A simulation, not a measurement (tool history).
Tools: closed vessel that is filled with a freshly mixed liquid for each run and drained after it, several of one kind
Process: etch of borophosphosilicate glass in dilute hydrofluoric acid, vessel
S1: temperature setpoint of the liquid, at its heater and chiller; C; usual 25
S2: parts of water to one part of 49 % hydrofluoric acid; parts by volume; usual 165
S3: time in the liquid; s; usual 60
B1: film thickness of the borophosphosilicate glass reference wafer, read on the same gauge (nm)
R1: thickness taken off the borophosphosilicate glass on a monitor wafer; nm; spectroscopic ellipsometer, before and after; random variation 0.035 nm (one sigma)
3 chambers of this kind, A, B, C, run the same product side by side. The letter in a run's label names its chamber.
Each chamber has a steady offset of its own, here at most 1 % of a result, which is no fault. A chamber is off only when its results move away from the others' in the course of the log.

run 1C hour=14.3 | S1=25 S2=165 S3=60 | B1=50.018 | R1=10.2170
run 2B hour=27.5 | S1=25 S2=165 S3=60 | B1=50.009 | R1=10.0990
run 3A hour=39.3 | S1=25 S2=165 S3=60 | B1=49.994 | R1=10.1810
run 4B hour=48.8 | S1=25 S2=165 S3=60 | B1=49.997 | R1=10.0480
run 5A hour=55.8 | S1=25 S2=165 S3=60 | B1=50.003 | R1=10.2280
run 6C hour=68.2 | S1=25 S2=165 S3=35 | B1=49.997 | R1=5.9298
run 7A hour=79.8 | S1=25 S2=165 S3=35 | B1=50.004 | R1=5.9460
run 8B hour=87.1 | S1=25 S2=165 S3=35 | B1=49.981 | R1=5.9328
run 9C hour=97.1 | S1=25 S2=165 S3=60 | B1=49.994 | R1=10.1210
run 10B hour=108.4 | S1=25 S2=165 S3=60 | B1=49.995 | R1=10.0700
run 11C hour=122.3 | S1=25 S2=165 S3=60 | B1=50.005 | R1=10.1000
run 12A hour=137.6 | S1=25 S2=165 S3=60 | B1=49.996 | R1=10.3090
run 13A hour=150.3 | S1=25 S2=165 S3=60 | B1=50.003 | R1=10.3520
run 14B hour=162.3 | S1=25 S2=165 S3=60 | B1=50.010 | R1=10.1230
run 15C hour=172.3 | S1=25 S2=165 S3=60 | B1=50.012 | R1=10.1120
run 16A hour=181.8 | S1=25 S2=225 S3=60 | B1=50.003 | R1=7.2026
run 17B hour=194.6 | S1=25 S2=225 S3=60 | B1=49.991 | R1=6.9295
run 18C hour=203.2 | S1=25 S2=225 S3=60 | B1=49.996 | R1=6.9676
run 19C hour=217.9 | S1=25 S2=195 S3=75 | B1=49.978 | R1=10.3620
run 20A hour=227.2 | S1=25 S2=195 S3=75 | B1=49.991 | R1=10.8700

Next, every chamber runs the same settings. What will each give?
run 21A hour=238.9 | S1=25 S2=165 S3=75 | R1=?
run 21B hour=238.9 | S1=25 S2=165 S3=75 | R1=?
run 21C hour=238.9 | S1=25 S2=165 S3=75 | R1=?

run=21A R1=13.2990
run=21B R1=12.5990
run=21C R1=12.6740
